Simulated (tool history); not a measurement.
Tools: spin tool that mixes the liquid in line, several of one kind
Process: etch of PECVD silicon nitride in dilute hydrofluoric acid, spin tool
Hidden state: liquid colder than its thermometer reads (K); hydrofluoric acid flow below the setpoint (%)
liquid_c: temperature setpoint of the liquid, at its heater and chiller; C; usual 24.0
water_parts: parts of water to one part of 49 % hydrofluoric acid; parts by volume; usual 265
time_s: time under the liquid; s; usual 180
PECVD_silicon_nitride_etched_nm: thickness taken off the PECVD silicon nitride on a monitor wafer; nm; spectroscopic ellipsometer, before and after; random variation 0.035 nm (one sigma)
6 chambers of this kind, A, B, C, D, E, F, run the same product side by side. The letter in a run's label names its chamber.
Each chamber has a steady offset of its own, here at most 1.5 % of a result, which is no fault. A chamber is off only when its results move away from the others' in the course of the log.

run,hour,liquid_c,water_parts,time_s,hours since the thermometer was replaced,hours since the hydrofluoric acid flow meter was replaced,"read-back film thickness of the PECVD silicon nitride reference wafer, read on the same gauge (nm)",PECVD_silicon_nitride_etched_nm
1A,5.7,24.0,265,180,230.7,459.5,130.01,1.80820
2F,11.0,24.0,265,180,639.6,130.4,130.00,1.85880
3C,14.8,24.0,265,180,270.2,1194.7,130.01,1.85400
4E,18.7,24.0,265,180,1741.5,486.4,130.01,1.79590
5D,23.3,24.0,265,180,1180.0,868.2,129.99,1.80350
6B,31.2,24.0,265,180,1906.0,410.2,130.05,1.83620
7F,37.4,24.0,265,95,666.0,156.8,130.00,0.91691
8C,43.7,24.0,265,95,299.1,1223.6,130.03,0.92667
9A,47.2,24.0,265,95,272.2,501.0,130.03,0.93682
10D,54.4,24.0,265,95,1211.1,899.3,130.00,0.95223
11E,59.6,24.0,265,95,1782.4,527.3,129.98,0.96975
12B,65.3,24.0,265,95,1940.1,444.3,130.01,0.90375
13E,68.9,24.0,265,180,1791.7,536.6,129.97,1.80260
14F,75.0,24.0,265,180,703.6,194.4,130.02,1.79770
15D,79.4,24.0,265,180,1236.1,924.3,130.02,1.77490
16A,85.3,24.0,265,180,310.3,539.1,130.03,1.77320
17B,91.9,29.0,265,75,1966.7,470.9,129.99,1.03050
18C,97.4,29.0,265,75,352.8,1277.3,130.00,1.01250
19D,101.5,29.0,265,75,1258.2,946.4,129.99,1.01360
20B,105.8,29.0,265,75,1980.6,484.8,130.00,1.01590
# hour 113.3: chamber B: thermometer replaced
21F,113.4,29.0,265,75,742.0,232.8,130.02,1.00930
22C,117.7,29.0,265,75,373.1,1297.6,129.99,1.01380
23E,125.5,24.0,265,180,1848.3,593.2,129.97,1.77440
24A,129.5,24.0,265,180,354.5,583.3,130.01,1.75800
25C,136.9,24.0,265,180,392.3,1316.8,130.00,1.77420
26F,141.3,24.0,265,180,769.9,260.7,129.99,1.66730
27D,148.6,24.0,265,180,1305.3,993.5,130.00,1.78500
28B,155.3,25.5,265,180,42.1,534.3,130.00,2.01050
29E,158.7,25.5,265,180,1881.5,626.4,130.01,2.00830
30A,165.5,25.5,265,180,390.5,619.3,129.99,1.88520
31D,171.5,25.5,265,180,1328.2,1016.4,129.98,2.00100
32E,178.0,25.5,265,180,1900.8,645.7,130.00,2.01780
33B,183.0,25.5,265,180,69.8,562.0,130.02,2.02120
34A,188.3,20.0,325,180,413.3,642.1,130.00,1.15510
35C,195.2,20.0,325,180,450.6,1375.1,129.98,1.19690
36F,201.5,20.0,325,180,830.1,320.9,130.02,1.05790
37F,208.9,20.0,325,180,837.5,328.3,130.01,1.04430
38E,214.3,20.0,325,180,1937.1,682.0,129.98,1.15930
39A,221.1,20.0,325,180,446.1,674.9,130.02,1.14090

What goes on in this fleet: one chamber off, a drifting gauge, or nothing beyond the chambers' own small offsets? Name the chamber and the cause, if any.

Chamber F drifts away from the others.
Cause: liquid colder than its thermometer reads (K) = 1.86.
The log may not tell that from: hydrofluoric acid flow below the setpoint (%).

Here are 4 candidates for chamber F's next run, each the usual settings with a change, their results left as question marks. Which one brings its results back in line with what the others give on the usual settings?
In line means no further than this from the other chambers' mean on the usual settings: PECVD_silicon_nitride_etched_nm 0.12000 nm
40F-1,226.8,20.5,265,180,,,,?
40F-2,226.8,23.5,265,165,,,,?
40F-3,226.8,24.0,240,205,,,,?
40F-4,226.8,24.5,255,190,,,,?

The other chambers' mean on the usual settings: PECVD_silicon_nitride_etched_nm 1.79800 nm
run,PECVD_silicon_nitride_etched_nm
40F-1,1.28980
40F-2,1.43690
40F-3,2.03270
40F-4,1.83250
40F-4 brings the chamber back in line.
